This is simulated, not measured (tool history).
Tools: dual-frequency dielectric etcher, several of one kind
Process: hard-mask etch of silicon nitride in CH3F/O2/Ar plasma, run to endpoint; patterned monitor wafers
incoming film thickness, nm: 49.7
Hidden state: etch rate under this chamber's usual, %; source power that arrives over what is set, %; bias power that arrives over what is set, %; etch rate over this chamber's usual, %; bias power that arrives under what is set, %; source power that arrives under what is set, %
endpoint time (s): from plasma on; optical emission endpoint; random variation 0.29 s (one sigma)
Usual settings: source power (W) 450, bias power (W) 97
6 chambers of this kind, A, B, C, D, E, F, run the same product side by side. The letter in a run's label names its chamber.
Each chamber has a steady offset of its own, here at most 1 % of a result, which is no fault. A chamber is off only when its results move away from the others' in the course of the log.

run,hour,source power (W),bias power (W),hours since the last wet clean,hours since the last source power generator calibration,hours since the last bias power generator calibration,endpoint time (s)
# hour 6.8: chamber D: wet clean of the chamber
1A,9.2,450,97,158.3,1234.4,1587.8,61.717
2E,15.7,450,97,85.7,754.9,2885.1,63.232
3D,30.4,450,97,23.6,2236.5,529.7,62.734
4B,39.3,450,97,164.2,4258,2289.2,61.489
5C,49,450,97,254.1,2797.4,2464.8,61.857
6F,63.4,450,97,203.3,1671.9,424.4,61.389
7D,77.6,450,97,70.8,2283.7,576.9,62.367
8F,91.3,450,97,231.2,1699.8,452.3,60.956
9A,100.5,450,97,249.6,1325.7,1679.1,62.061
10C,107.3,360,97,312.4,2855.7,2523.1,67.28
11E,120.7,360,97,190.7,859.9,2990.1,67.466
12B,129,360,97,253.9,4347.7,2378.9,67.542
13E,136.5,360,97,206.5,875.7,3005.9,67.841
14A,146.6,360,97,295.7,1371.8,1725.2,67.871
15D,160.7,360,97,153.9,2366.8,660,67.58
16F,168.1,450,97,308,1776.6,529.1,61.428
17C,176.5,450,97,381.6,2924.9,2592.3,62.554
# hour 179.8: chamber A: bias power generator calibrated
18B,185.3,450,97,310.2,4404,2435.2,61.783
19C,197.9,450,97,403,2946.3,2613.7,62.947
20D,206.6,450,97,199.8,2412.7,705.9,62.49
21A,217,450,97,366.1,1442.2,37.3,61.896
22B,228.8,450,97,353.7,4447.5,2478.7,62.095
# hour 231.3: chamber A: wet clean of the chamber
23F,241.6,450,80,381.5,1850.1,602.6,66.23
# hour 254.2: chamber B: source power generator calibrated
24E,254.8,450,80,324.8,994,3124.2,66.967
25C,263.1,450,80,468.2,3011.5,2678.9,67.248
26E,275.4,450,80,345.4,1014.6,3144.8,67.218
27B,282.7,450,80,407.6,28.6,2532.6,66.189
28A,292.4,450,80,61.2,1517.6,112.7,66.165
# hour 298.5: chamber F: wet clean of the chamber
29D,306.5,450,97,299.7,2512.6,805.8,62.352
30F,320.5,450,97,22,1929,681.5,61.266
31E,331.7,450,97,401.7,1070.9,3201.1,62.917
32C,340.3,370,88,545.4,3088.7,2756.1,70.532
33B,348.6,370,88,473.5,94.5,2598.5,68.784
34A,360.2,370,88,129,1585.4,180.5,69.335
35F,367.3,370,88,68.8,1975.8,728.3,68.376
36D,379.5,370,88,372.7,2585.6,878.8,70.096
37B,390.4,370,88,515.3,136.3,2640.3,68.612
38E,398.6,450,97,468.6,1137.8,3268,61.944
39D,413.2,450,97,406.4,2619.3,912.5,62.369
40F,421.8,510,76,123.3,2030.3,782.8,63.836
41C,430.4,510,76,635.5,3178.8,2846.2,66.335
42A,443.5,510,76,212.3,1668.7,263.8,63.99
43B,452.3,510,76,577.2,198.2,2702.2,64.714
44F,462.9,510,76,164.4,2071.4,823.9,63.749

What goes on in this fleet: one chamber off, a drifting gauge, or nothing beyond the chambers' own small offsets? Name the chamber and the cause, if any.

Chamber C drifts away from the others.
Cause: etch rate under this chamber's usual, % = 3.73.

Here are 4 candidates for chamber C's next run, each the usual settings with a change, their results left as question marks. Which one brings its results back in line with what the others give on the usual settings?
In line means no further than this from the other chambers' mean on the usual settings: endpoint time (s) 1
45C-1,473.4,410,89,,,,?
45C-2,473.4,490,105,,,,?
45C-3,473.4,430,92,,,,?
45C-4,473.4,470,102,,,,?

The other chambers' mean on the usual settings: endpoint time (s) 61.95
run,endpoint time (s)
45C-1,68.458
45C-2,60.392
45C-3,66.472
45C-4,61.975
45C-4 brings the chamber back in line.
